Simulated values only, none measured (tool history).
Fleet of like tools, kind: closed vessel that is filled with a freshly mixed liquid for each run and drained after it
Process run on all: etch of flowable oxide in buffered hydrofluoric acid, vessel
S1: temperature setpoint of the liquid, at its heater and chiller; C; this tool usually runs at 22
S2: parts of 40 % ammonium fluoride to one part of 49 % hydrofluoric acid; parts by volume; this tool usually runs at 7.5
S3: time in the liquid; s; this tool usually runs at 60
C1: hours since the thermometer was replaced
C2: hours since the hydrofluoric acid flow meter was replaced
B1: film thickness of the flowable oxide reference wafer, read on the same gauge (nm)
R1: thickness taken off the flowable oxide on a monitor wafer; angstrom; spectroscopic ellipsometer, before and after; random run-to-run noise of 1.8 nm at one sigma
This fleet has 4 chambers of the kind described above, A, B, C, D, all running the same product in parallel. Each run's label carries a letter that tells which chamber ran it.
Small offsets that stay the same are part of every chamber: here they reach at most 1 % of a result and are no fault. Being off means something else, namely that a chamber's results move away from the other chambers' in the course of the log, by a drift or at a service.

Run 1B, hour 3: usual settings; C1 36.5; C2 123.2; B1 129.97. Result: R1 3174.5 angstrom.
Run 2C, hour 5.4: usual settings; C1 637.5; C2 26.2; B1 129.99. Result: R1 3226 angstrom.
Run 3D, hour 9: usual settings; C1 884.9; C2 899.7; B1 129.99. Result: R1 3266.9 angstrom.
Run 4A, hour 12.1: usual settings; C1 418.9; C2 522.5; B1 130.01. Result: R1 3174.9 angstrom.
Run 5A, hour 14.6: usual settings but S2 9.5 parts by volume, S3 90 s; C1 421.4; C2 525; B1 130.04. Result: R1 3802.9 angstrom.
Run 6C, hour 18.3: usual settings but S2 9.5 parts by volume, S3 90 s; C1 650.4; C2 39.1; B1 130.01. Result: R1 3852.8 angstrom.
Run 7B, hour 22.4: usual settings but S2 9.5 parts by volume, S3 90 s; C1 55.9; C2 142.6; B1 130.03. Result: R1 3813.4 angstrom.
Run 8D, hour 24.5: usual settings but S2 9.5 parts by volume, S3 90 s; C1 900.4; C2 915.2; B1 130.03. Result: R1 3817 angstrom.
Run 9A, hour 29.2: usual settings; C1 436; C2 539.6; B1 129.94. Result: R1 3170.8 angstrom.
Run 10C, hour 32.9: usual settings; C1 665; C2 53.7; B1 130.05. Result: R1 3249.5 angstrom.
Run 11B, hour 37.3: usual settings; C1 70.8; C2 157.5; B1 129.97. Result: R1 3202.6 angstrom.
Run 12D, hour 41.4: usual settings but S1 20 C, S3 85 s; C1 917.3; C2 932.1; B1 130.03. Result: R1 4096.8 angstrom.
At hour 45.4: chamber D: hydrofluoric acid flow meter replaced.
Run 13B, hour 45.8: usual settings but S1 20 C, S3 85 s; C1 79.3; C2 166; B1 129.97. Result: R1 4041.6 angstrom.
Run 14A, hour 48.1: usual settings but S1 20 C, S3 85 s; C1 454.9; C2 558.5; B1 130.03. Result: R1 4037.7 angstrom.
Run 15D, hour 50.5: usual settings but S1 20 C, S3 85 s; C1 926.4; C2 5.2; B1 130.02. Result: R1 4096.9 angstrom.
Run 16C, hour 54.7: usual settings; C1 686.8; C2 75.5; B1 130. Result: R1 3248.5 angstrom.
Run 17A, hour 58.8: usual settings; C1 465.6; C2 569.2; B1 130.03. Result: R1 3175.9 angstrom.
Run 18B, hour 62.1: usual settings; C1 95.6; C2 182.3; B1 129.97. Result: R1 3180.4 angstrom.
Run 19D, hour 65.3: usual settings; C1 941.2; C2 20; B1 130.02. Result: R1 3230.4 angstrom.
Run 20C, hour 69: usual settings; C1 701.1; C2 89.8; B1 129.98. Result: R1 3215.7 angstrom.
Run 21A, hour 73.8: usual settings; C1 480.6; C2 584.2; B1 130.01. Result: R1 3205.8 angstrom.
Run 22C, hour 76.3: usual settings; C1 708.4; C2 97.1; B1 130.03. Result: R1 3216.5 angstrom.
Run 23B, hour 79.5: usual settings; C1 113; C2 199.7; B1 130.01. Result: R1 3211.9 angstrom.
Run 24D, hour 81.9: usual settings; C1 957.8; C2 36.6; B1 130.04. Result: R1 3215.5 angstrom.
Run 25D, hour 86.8: usual settings; C1 962.7; C2 41.5; B1 130.01. Result: R1 3199.6 angstrom.
Run 26A, hour 89.2: usual settings but S2 6.5 parts by volume, S3 30 s; C1 496; C2 599.6; B1 130.02. Result: R1 1831.3 angstrom.
Run 27B, hour 92.5: usual settings but S2 6.5 parts by volume, S3 30 s; C1 126; C2 212.7; B1 130.03. Result: R1 1831.9 angstrom.
Run 28C, hour 96.8: usual settings but S2 6.5 parts by volume, S3 30 s; C1 728.9; C2 117.6; B1 130.02. Result: R1 1852.5 angstrom.
Run 29A, hour 99.5: usual settings but S2 6.5 parts by volume, S3 30 s; C1 506.3; C2 609.9; B1 129.95. Result: R1 1839.8 angstrom.
Run 30B, hour 103.7: usual settings; C1 137.2; C2 223.9; B1 130.03. Result: R1 3200.1 angstrom.
Run 31C, hour 107.1: usual settings; C1 739.2; C2 127.9; B1 129.98. Result: R1 3255.6 angstrom.
Run 32D, hour 109.4: usual settings; C1 985.3; C2 64.1; B1 130.07. Result: R1 3199.4 angstrom.
Run 33C, hour 112.7: usual settings; C1 744.8; C2 133.5; B1 129.98. Result: R1 3239.6 angstrom.
Run 34A, hour 115.2: usual settings but S1 17 C, S3 50 s; C1 522; C2 625.6; B1 130.05. Result: R1 2003 angstrom.

Read the log: is a single chamber off, either drifting away or since a service, is the gauge that measures every chamber drifting, or is nothing wrong beyond small per-chamber offsets? Name any odd chamber and what most likely caused it.

No chamber stands off beyond its own small offset, and the gauge holds steady.
